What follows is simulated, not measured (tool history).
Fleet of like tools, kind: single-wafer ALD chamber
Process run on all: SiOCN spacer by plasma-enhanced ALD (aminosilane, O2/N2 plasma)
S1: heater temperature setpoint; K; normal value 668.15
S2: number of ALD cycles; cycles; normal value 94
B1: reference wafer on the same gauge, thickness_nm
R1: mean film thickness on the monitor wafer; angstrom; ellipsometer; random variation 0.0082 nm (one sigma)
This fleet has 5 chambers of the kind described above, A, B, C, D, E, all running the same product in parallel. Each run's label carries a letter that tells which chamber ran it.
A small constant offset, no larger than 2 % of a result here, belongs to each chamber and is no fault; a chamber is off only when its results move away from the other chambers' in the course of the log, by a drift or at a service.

run,day,S1,S2,B1,R1
1C,0.642,668.15,94,4.7598,57.015
2D,0.967,668.15,94,4.7626,57.568
# day 1.571: chamber E: thermocouple changed; heater temperature recalibrated
3A,1.625,668.15,94,4.7628,56.557
4B,2.179,668.15,94,4.7632,57.173
5E,2.683,676.15,94,4.7647,56.198
6C,2.988,676.15,94,4.7637,56.244
7E,3.333,676.15,94,4.7654,56.136
8D,3.846,676.15,94,4.7676,57.340
9A,4.304,676.15,94,4.7692,55.884
10B,4.729,668.15,94,4.7686,57.265
11E,5.067,668.15,84,4.7682,50.653
12D,5.488,668.15,84,4.7682,51.734
13B,6.138,668.15,84,4.7695,51.211
14C,6.458,668.15,84,4.7716,51.012
15A,6.817,668.15,84,4.7705,50.642
16D,7.392,668.15,94,4.7725,57.729
17A,7.712,658.15,81,4.7729,48.823
18E,8.338,658.15,81,4.7744,48.837
19B,8.862,658.15,81,4.7737,49.466
# day 9.108: chamber D: thermocouple changed; heater temperature recalibrated
20C,9.158,658.15,81,4.7752,49.158
21D,9.679,658.15,81,4.7774,49.945
22B,10.233,668.15,94,4.7767,57.357
23A,10.588,668.15,94,4.7751,56.804
24C,11.242,668.15,94,4.7797,57.138
25E,11.633,668.15,94,4.7790,56.990
26E,12.038,668.15,94,4.7814,56.863
27C,12.533,668.15,94,4.7814,57.124
28B,13.088,668.15,94,4.7820,57.558
29D,13.488,668.15,94,4.7821,58.064
30A,13.996,668.15,94,4.7856,56.728
31D,14.546,668.15,94,4.7844,57.907
32A,14.904,668.15,94,4.7841,56.774
33E,15.246,668.15,94,4.7856,57.151
34C,15.650,668.15,94,4.7871,57.174
35B,15.942,656.15,105,4.7884,64.331
36C,16.300,656.15,105,4.7891,63.968

All 5 chambers run these settings next. Forecast each chamber's results:
37A,16.771,682.15,94,,?
37B,16.771,682.15,94,,?
37C,16.771,682.15,94,,?
37D,16.771,682.15,94,,?
37E,16.771,682.15,94,,?

run,R1
37A,55.367
37B,56.005
37C,55.541
37D,56.469
37E,55.449
